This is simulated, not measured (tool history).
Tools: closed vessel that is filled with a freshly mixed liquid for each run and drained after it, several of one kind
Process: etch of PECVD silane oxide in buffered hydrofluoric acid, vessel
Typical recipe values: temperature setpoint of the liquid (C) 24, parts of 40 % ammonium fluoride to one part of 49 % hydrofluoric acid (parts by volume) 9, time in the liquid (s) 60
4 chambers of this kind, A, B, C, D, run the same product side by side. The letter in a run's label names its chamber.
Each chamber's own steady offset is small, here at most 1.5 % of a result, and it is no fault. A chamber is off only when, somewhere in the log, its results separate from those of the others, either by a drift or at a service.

run,hour,temperature setpoint of the liquid (C),parts of 40 % ammonium fluoride to one part of 49 % hydrofluoric acid (parts by volume),time in the liquid (s),hours since the thermometer was replaced,hours since the hydrofluoric acid flow meter was replaced,"read-back film thickness of the PECVD silane oxide reference wafer, read on the same gauge (nm)",thickness taken off the PECVD silane oxide on a monitor wafer (Å)
1D,7.9,24,9,60,708.2,618.1,130.02,1282.9
2C,21.7,24,9,60,155,637,130.01,1270.8
# hour 30.3: chamber B: hydrofluoric acid flow meter replaced
3A,35.2,24,9,60,214.8,1791.1,129.96,1257.8
4B,49.8,24,9,60,1131.4,19.5,130.03,1263.6
5B,59,24,9,60,1140.6,28.7,129.97,1261.7
# hour 69: chamber D: thermometer replaced
6C,73.4,24,9,60,206.7,688.7,129.99,1252.8
7D,84.3,24,7,60,15.3,694.5,129.98,1648.6
8A,90.8,24,7,60,270.4,1846.7,129.99,1662.9
9B,105.5,24,7,60,1187.1,75.2,129.96,1689.6
10D,112.9,24,7,60,43.9,723.1,130.02,1670.5
11A,125.8,24,9,60,305.4,1881.7,129.99,1265.2
12C,133.3,24,9,60,266.6,748.6,130,1251.9
13C,142.6,24,9,60,275.9,757.9,130.01,1272.1
14B,153.4,24,9,60,1235,123.1,130.02,1277.3
# hour 153.5: chamber A: hydrofluoric acid flow meter replaced
15D,160.4,24,9,60,91.4,770.6,130.02,1261.8
16A,167.1,24,11,60,346.7,13.7,129.99,1088.6
17A,178.7,24,11,60,358.3,25.3,129.97,1084.5
18B,191.8,24,11,60,1273.4,161.5,130.04,1077.5
19D,201,24,11,60,132,811.2,130,1090.1
20C,215.3,24,9,60,348.6,830.6,129.95,1260.3
21D,223.5,24,6.5,75,154.5,833.7,130.01,2226.8
22A,232,24,6.5,75,411.6,78.6,129.98,2208.2
23B,241.6,24,6.5,75,1323.2,211.3,129.98,2195.8
24C,256,24,6.5,75,389.3,871.3,129.97,2189.6
25C,264.1,24,9,60,397.4,879.4,129.99,1278.9
26A,271,24,9,60,450.6,117.6,130.01,1260.4
27B,280.3,24,9,60,1361.9,250,130,1285.5
28D,287.9,24,9,60,218.9,898.1,130.03,1273.8
29A,302.4,24,9,60,482,149,130,1256.2
30B,310.1,24,9,60,1391.7,279.8,130,1271.8
31D,322.3,24,9,60,253.3,932.5,130,1276.5
32C,335.2,24,9,60,468.5,950.5,129.98,1271.9
33C,344.8,24,9,60,478.1,960.1,130,1257.7
34D,352.7,24,9,60,283.7,962.9,129.99,1273.6

Which is it: a chamber that has drifted or been left off by a service, a gauge drift common to all chambers, or only each chamber's usual small offset? If a chamber is off, name it and its likeliest cause.

No chamber stands off beyond its own small offset, and the gauge holds steady.
